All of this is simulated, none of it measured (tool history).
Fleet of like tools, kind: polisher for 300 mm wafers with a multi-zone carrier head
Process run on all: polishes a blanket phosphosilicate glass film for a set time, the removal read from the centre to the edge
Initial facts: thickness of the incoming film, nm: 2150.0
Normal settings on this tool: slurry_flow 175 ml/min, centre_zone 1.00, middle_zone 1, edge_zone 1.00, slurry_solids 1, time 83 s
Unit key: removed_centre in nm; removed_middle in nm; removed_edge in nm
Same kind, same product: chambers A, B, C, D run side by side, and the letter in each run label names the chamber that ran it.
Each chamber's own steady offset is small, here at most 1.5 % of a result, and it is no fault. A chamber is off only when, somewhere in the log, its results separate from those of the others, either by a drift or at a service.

run,hour,slurry_flow,centre_zone,middle_zone,edge_zone,slurry_solids,time,removed_centre,removed_middle,removed_edge
1D,3.4,175,1.00,1,1.00,1,83,485.76,487.94,486.71
# hour 5.4: chamber B: worn pad replaced by a new one
2A,8.3,175,1.00,1,1.00,1,83,496.23,484.44,487.09
3B,11.7,175,1.00,1,1.00,1,83,483.23,482.74,491.57
4C,15.6,175,1.00,1,1.00,1,83,491.17,486.01,491.79
5B,21.7,175,1.00,1,1.00,1,83,484.40,481.83,487.99
6A,26.0,175,1.00,1,1.00,1,83,488.93,495.07,479.36
7C,29.6,175,1.00,1,1.00,1,83,487.00,500.10,496.35
# hour 31.8: chamber A: edge zone pressure recalibrated
8D,35.5,175,1.00,1,1.00,1,83,475.30,479.98,481.47
9B,41.0,175,1.00,1,1.00,1,83,484.48,485.41,492.30
10C,43.9,175,1.00,1,1.00,1,83,487.80,496.60,483.72
11A,49.1,175,1.00,1,1.00,1,83,490.53,487.42,492.54
12D,53.3,175,1.00,1,1.00,1,83,480.48,490.17,478.97
13A,57.4,175,1.00,1,1.00,1,83,496.71,493.02,488.82
14C,61.8,175,1.00,1,1.00,1,83,481.32,488.38,493.69
# hour 66.7: chamber A: worn pad replaced by a new one
15B,67.3,175,1.00,1,1.00,1,83,491.58,484.35,495.79
# hour 71.2: chamber D: worn pad replaced by a new one
16D,73.0,175,1.00,1,1.00,1,83,472.67,474.56,483.73
# hour 73.4: chamber A: slurry nozzle cleaned
17A,78.8,175,1.00,1,1.00,1,83,491.05,480.29,478.79
18C,82.6,175,1.00,1,1.00,1,83,485.62,493.99,492.61
19B,85.5,175,1.00,1,1.00,1,83,485.82,489.91,491.81
20D,91.0,175,1.00,1,1.00,1,83,471.75,472.75,475.20
21D,96.1,175,1.00,1,0.95,1,83,465.24,473.96,463.88
# hour 97.2: chamber C: worn pad replaced by a new one
22B,100.9,175,1.00,1,0.95,1,83,482.68,474.98,482.85
23C,104.0,175,1.00,1,0.95,1,83,484.02,495.88,473.81
24A,109.9,175,1.00,1,0.95,1,83,494.84,485.20,476.08
25B,116.0,175,1.00,1,0.90,1,83,487.09,485.58,463.13
26D,118.7,175,1.00,1,0.90,1,83,467.30,474.63,441.63
27A,123.3,175,1.00,1,0.90,1,83,491.37,482.59,456.95
28C,127.5,175,1.00,1,0.90,1,83,482.11,491.79,458.88
29D,131.0,175,1.00,1,1.00,1,83,464.28,459.69,471.80
30A,135.0,175,1.00,1,1.00,1,83,492.13,497.47,482.05
31B,137.9,175,1.00,1,1.00,1,83,489.97,485.55,490.59
# hour 138.2: chamber B: worn pad replaced by a new one
32C,141.5,175,1.00,1,1.00,1,83,493.03,501.46,493.18
33A,145.7,175,1.00,1,1.00,1,83,489.18,486.70,479.43
34C,149.2,175,1.00,1,1.00,1,83,483.44,497.25,494.17
# hour 153.3: chamber B: centre zone pressure recalibrated
35D,154.7,175,1.00,1,1.00,1,83,454.47,457.26,468.13
# hour 155.8: chamber A: centre zone pressure recalibrated
# hour 156.7: chamber C: slurry nozzle cleaned
36B,159.7,175,1.00,1,1.00,1,83,490.09,487.19,490.93
37C,164.8,175,1.00,1,1.00,1,83,492.93,489.80,489.01
38D,168.1,175,0.95,1,1.00,1,83,423.13,459.35,459.66
39A,173.2,175,0.95,1,1.00,1,83,471.52,498.11,484.62
40B,178.7,175,0.95,1,1.00,1,83,460.31,486.95,489.22
41C,181.9,175,0.95,1,1.00,1,83,463.18,497.64,489.87

Each of the 4 chambers runs these same settings next. Fill in every chamber's results:
42A,186.3,175,1.00,1,1.00,1,68,?,?,?
42B,186.3,175,1.00,1,1.00,1,68,?,?,?
42C,186.3,175,1.00,1,1.00,1,68,?,?,?
42D,186.3,175,1.00,1,1.00,1,68,?,?,?

run,removed_centre,removed_middle,removed_edge
42A,405.50,398.99,401.34
42B,400.63,400.73,400.47
42C,397.94,409.75,403.60
42D,363.57,369.46,373.02
